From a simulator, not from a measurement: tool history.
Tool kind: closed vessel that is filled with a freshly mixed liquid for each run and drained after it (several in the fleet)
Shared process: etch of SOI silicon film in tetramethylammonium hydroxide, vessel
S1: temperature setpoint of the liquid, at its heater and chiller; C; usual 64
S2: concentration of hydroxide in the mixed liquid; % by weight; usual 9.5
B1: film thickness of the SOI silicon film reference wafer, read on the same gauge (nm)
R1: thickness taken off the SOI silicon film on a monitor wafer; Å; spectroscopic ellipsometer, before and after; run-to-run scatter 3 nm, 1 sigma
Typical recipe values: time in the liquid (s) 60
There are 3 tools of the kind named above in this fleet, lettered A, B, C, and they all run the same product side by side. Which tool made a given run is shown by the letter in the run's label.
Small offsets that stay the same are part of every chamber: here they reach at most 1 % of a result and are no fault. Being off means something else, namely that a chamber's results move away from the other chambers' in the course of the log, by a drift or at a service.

run 1C hour=8 | S1=64 S2=9.5 time_in_the_liquid_(s)=60 | B1=140.01 | R1=3201.7
run 2A hour=17 | S1=64 S2=9.5 time_in_the_liquid_(s)=60 | B1=139.98 | R1=3197
run 3B hour=27 | S1=64 S2=9.5 time_in_the_liquid_(s)=60 | B1=140.03 | R1=3136.5
run 4A hour=37.2 | S1=64 S2=9.5 time_in_the_liquid_(s)=60 | B1=140 | R1=3170
run 5B hour=41.7 | S1=57.5 S2=11.5 time_in_the_liquid_(s)=60 | B1=140.01 | R1=2004.4
run 6C hour=47.1 | S1=57.5 S2=11.5 time_in_the_liquid_(s)=60 | B1=140.02 | R1=1994.6
run 7B hour=52.3 | S1=57.5 S2=11.5 time_in_the_liquid_(s)=60 | B1=140.03 | R1=1989.8
run 8A hour=57.1 | S1=64 S2=9.5 time_in_the_liquid_(s)=60 | B1=140.03 | R1=3254.7
run 9C hour=65 | S1=64 S2=9.5 time_in_the_liquid_(s)=60 | B1=140.01 | R1=3172
-- hour=68.2 chamber A: thermometer replaced
run 10C hour=71 | S1=64 S2=9.5 time_in_the_liquid_(s)=60 | B1=140.01 | R1=3267.3
run 11B hour=79.7 | S1=64 S2=9.5 time_in_the_liquid_(s)=80 | B1=139.99 | R1=4284.8
run 12A hour=88.4 | S1=64 S2=9.5 time_in_the_liquid_(s)=80 | B1=140.02 | R1=4266.9
run 13B hour=94.8 | S1=64 S2=9.5 time_in_the_liquid_(s)=80 | B1=140 | R1=4346.4
run 14A hour=101.1 | S1=64 S2=9.5 time_in_the_liquid_(s)=60 | B1=140 | R1=3235.2
run 15C hour=108.5 | S1=64 S2=9.5 time_in_the_liquid_(s)=60 | B1=140.05 | R1=3183.2
run 16C hour=114 | S1=64 S2=9.5 time_in_the_liquid_(s)=60 | B1=140.02 | R1=3311.8
run 17A hour=120.9 | S1=64 S2=9.5 time_in_the_liquid_(s)=60 | B1=139.96 | R1=3228.5
run 18B hour=127.1 | S1=64 S2=9.5 time_in_the_liquid_(s)=60 | B1=139.96 | R1=3282.2
run 19B hour=133.4 | S1=64 S2=9.5 time_in_the_liquid_(s)=60 | B1=140.04 | R1=3318.2
run 20A hour=141.2 | S1=64 S2=9.5 time_in_the_liquid_(s)=60 | B1=140.02 | R1=3174
run 21C hour=146.6 | S1=64 S2=9.5 time_in_the_liquid_(s)=60 | B1=140.01 | R1=3199.6
run 22C hour=155.4 | S1=64 S2=9.5 time_in_the_liquid_(s)=60 | B1=140.01 | R1=3225.4
run 23B hour=162.8 | S1=64 S2=9.5 time_in_the_liquid_(s)=60 | B1=139.97 | R1=3298.3
run 24A hour=171.7 | S1=64 S2=9.5 time_in_the_liquid_(s)=60 | B1=140.02 | R1=3153.1
run 25A hour=180.6 | S1=64 S2=9.5 time_in_the_liquid_(s)=60 | B1=140.02 | R1=3213.3
run 26B hour=188.4 | S1=64 S2=9.5 time_in_the_liquid_(s)=60 | B1=139.97 | R1=3405

Each of the 3 chambers runs these same settings next. Fill in every chamber's results:
run 27A hour=195.9 | S1=64 S2=9.5 time_in_the_liquid_(s)=50 | R1=?
run 27B hour=195.9 | S1=64 S2=9.5 time_in_the_liquid_(s)=50 | R1=?
run 27C hour=195.9 | S1=64 S2=9.5 time_in_the_liquid_(s)=50 | R1=?

run=27A R1=2679.9
run=27B R1=2864.6
run=27C R1=2674.9

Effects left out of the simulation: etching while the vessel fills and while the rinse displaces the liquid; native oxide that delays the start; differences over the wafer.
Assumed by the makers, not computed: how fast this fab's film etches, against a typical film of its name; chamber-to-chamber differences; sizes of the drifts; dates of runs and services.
